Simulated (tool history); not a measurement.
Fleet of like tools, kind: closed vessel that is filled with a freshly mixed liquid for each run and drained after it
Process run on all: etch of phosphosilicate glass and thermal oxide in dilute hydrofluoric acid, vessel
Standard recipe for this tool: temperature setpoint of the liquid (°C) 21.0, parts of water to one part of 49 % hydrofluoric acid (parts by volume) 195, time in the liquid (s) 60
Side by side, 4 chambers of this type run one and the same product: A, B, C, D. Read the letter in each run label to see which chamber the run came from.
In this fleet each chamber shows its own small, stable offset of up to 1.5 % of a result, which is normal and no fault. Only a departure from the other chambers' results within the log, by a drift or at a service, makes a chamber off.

run   hour  temperature setpoint of the liquid (°C)  parts of water to one part of 49 % hydrofluoric acid (parts by volume)  time in the liquid (s)  read-back film thickness of the phosphosilicate glass reference wafer, read on the same gauge (nm)  read-back film thickness of the thermal oxide reference wafer, read on the same gauge (nm)  thickness taken off the phosphosilicate glass on a monitor wafer (angstrom)  thickness taken off the thermal oxide on a monitor wafer (angstrom)
 1B    9.2                                     21.0                                                                     195                      60                                                                                              40.009                                                                                     100.000                                                                       422.56                                                              11.5620
 2D   16.3                                     21.0                                                                     195                      60                                                                                              39.979                                                                                      99.997                                                                       410.99                                                              11.8580
 3C   23.9                                     21.0                                                                     195                      60                                                                                              39.959                                                                                     100.010                                                                       411.09                                                              11.5840
 4A   32.7                                     21.0                                                                     195                      60                                                                                              39.997                                                                                     100.010                                                                       414.21                                                              11.5640
 5A   41.5                                     21.0                                                                     105                      90                                                                                              40.026                                                                                      99.993                                                                      1276.50                                                              34.7030
      44.1  -- chamber B: hydrofluoric acid flow meter replaced
 6C   47.1                                     21.0                                                                     105                      90                                                                                              39.995                                                                                     100.030                                                                      1276.30                                                              36.5620
 7D   53.7                                     21.0                                                                     105                      90                                                                                              40.030                                                                                      99.967                                                                      1270.00                                                              36.0800
 8B   62.5                                     21.0                                                                     105                      90                                                                                              39.989                                                                                     100.010                                                                      1272.20                                                              35.3500
 9C   70.9                                     21.0                                                                     195                      60                                                                                              39.978                                                                                      99.990                                                                       412.38                                                              12.0550
10A   79.5                                     21.0                                                                     195                      60                                                                                              40.023                                                                                     100.040                                                                       417.54                                                              10.9430
11B   84.1                                     21.0                                                                     195                      60                                                                                              40.000                                                                                      99.970                                                                       425.97                                                              11.9040
12D   89.1                                     21.0                                                                     195                      60                                                                                              39.949                                                                                     100.010                                                                       410.22                                                              11.8780
13B   94.5                                     21.0                                                                     195                      60                                                                                              39.993                                                                                     100.020                                                                       425.51                                                              11.5630
14A   99.3                                     21.0                                                                     195                      60                                                                                              39.998                                                                                     100.000                                                                       415.38                                                              11.6510
15C  109.0                                     21.0                                                                     195                      60                                                                                              40.007                                                                                      99.948                                                                       414.19                                                              11.5280
16D  113.9                                     17.0                                                                     225                      60                                                                                              40.031                                                                                     100.030                                                                       298.64                                                               8.5315
17D  123.8                                     17.0                                                                     225                      60                                                                                              39.928                                                                                      99.971                                                                       294.52                                                               8.3687
18B  133.5                                     17.0                                                                     225                      60                                                                                              39.980                                                                                     100.000                                                                       302.38                                                               8.3409
19A  143.8                                     17.0                                                                     225                      60                                                                                              40.001                                                                                      99.974                                                                       303.81                                                               8.2953
     150.6  -- chamber A: hydrofluoric acid flow meter replaced
20C  152.4                                     21.0                                                                     195                      60                                                                                              39.993                                                                                      99.998                                                                       407.93                                                              12.0810
21B  160.1                                     21.0                                                                     195                      60                                                                                              39.981                                                                                     100.040                                                                       418.90                                                              11.8200
22A  167.2                                     21.0                                                                     195                      60                                                                                              40.029                                                                                     100.010                                                                       412.62                                                              12.0700
23C  173.7                                     21.0                                                                     195                      60                                                                                              40.015                                                                                      99.989                                                                       414.76                                                              11.7210
24D  178.4                                     21.0                                                                     195                      60                                                                                              40.014                                                                                     100.030                                                                       409.90                                                              11.3930
25C  185.1                                     21.0                                                                     195                      60                                                                                              40.021                                                                                     100.020                                                                       412.67                                                              11.6790
26D  192.5                                     21.0                                                                     195                      60                                                                                              40.000                                                                                     100.010                                                                       411.93                                                              11.7410
27B  198.8                                     21.0                                                                     195                      60                                                                                              40.024                                                                                     100.020                                                                       419.74                                                              11.8580
28A  205.5                                     18.5                                                                     260                      60                                                                                              40.020                                                                                      99.989                                                                       265.96                                                               7.6077
29D  215.3                                     18.5                                                                     260                      60                                                                                              39.984                                                                                     100.020                                                                       264.19                                                               7.4088
30A  220.5                                     18.5                                                                     260                      60                                                                                              39.960                                                                                      99.999                                                                       265.75                                                               7.5149
31B  225.5                                     18.5                                                                     260                      60                                                                                              39.997                                                                                      99.979                                                                       268.94                                                               7.3981
32C  235.7                                     21.0                                                                     195                      60                                                                                              40.003                                                                                      99.989                                                                       414.66                                                              11.9930
33B  243.2                                     21.0                                                                     195                      60                                                                                              39.999                                                                                      99.959                                                                       419.33                                                              11.5700
34C  250.4                                     21.0                                                                     195                      60                                                                                              40.032                                                                                     100.000                                                                       415.33                                                              12.2470
35A  256.8                                     21.0                                                                     195                      60                                                                                              39.965                                                                                     100.010                                                                       413.91                                                              10.8360
36D  261.8                                     21.0                                                                     195                      60                                                                                              40.024                                                                                     100.030                                                                       410.08                                                              11.6400
37C  270.8                                     21.0                                                                     195                      60                                                                                              40.003                                                                                      99.991                                                                       416.24                                                              11.3040
38A  275.7                                     21.0                                                                     195                      60                                                                                              39.965                                                                                      99.996                                                                       410.76                                                              11.6600
39D  283.8                                     21.0                                                                     195                      60                                                                                              40.067                                                                                     100.010                                                                       416.47                                                              11.7930
40B  291.5                                     21.0                                                                     195                      60                                                                                              40.018                                                                                      99.967                                                                       414.54                                                              11.6640
41A  298.1                                     21.0                                                                     195                      60                                                                                              39.970                                                                                     100.010                                                                       416.14                                                              12.0790

For the next run the whole fleet of 4 chambers uses the same settings. Give each chamber's results:
42A  305.7                                     21.0                                                                     195                      60                                                                                                                                                                                                                                                                            ?                                                                    ?
42B  305.7                                     21.0                                                                     195                      60                                                                                                                                                                                                                                                                            ?                                                                    ?
42C  305.7                                     21.0                                                                     195                      60                                                                                                                                                                                                                                                                            ?                                                                    ?
42D  305.7                                     21.0                                                                     195                      60                                                                                                                                                                                                                                                                            ?                                                                    ?

run  thickness taken off the phosphosilicate glass on a monitor wafer (angstrom)  thickness taken off the thermal oxide on a monitor wafer (angstrom)
42A                                                                       418.80                                                              11.6300
42B                                                                       419.43                                                              11.6140
42C                                                                       411.97                                                              11.7030
42D                                                                       414.71                                                              11.3830
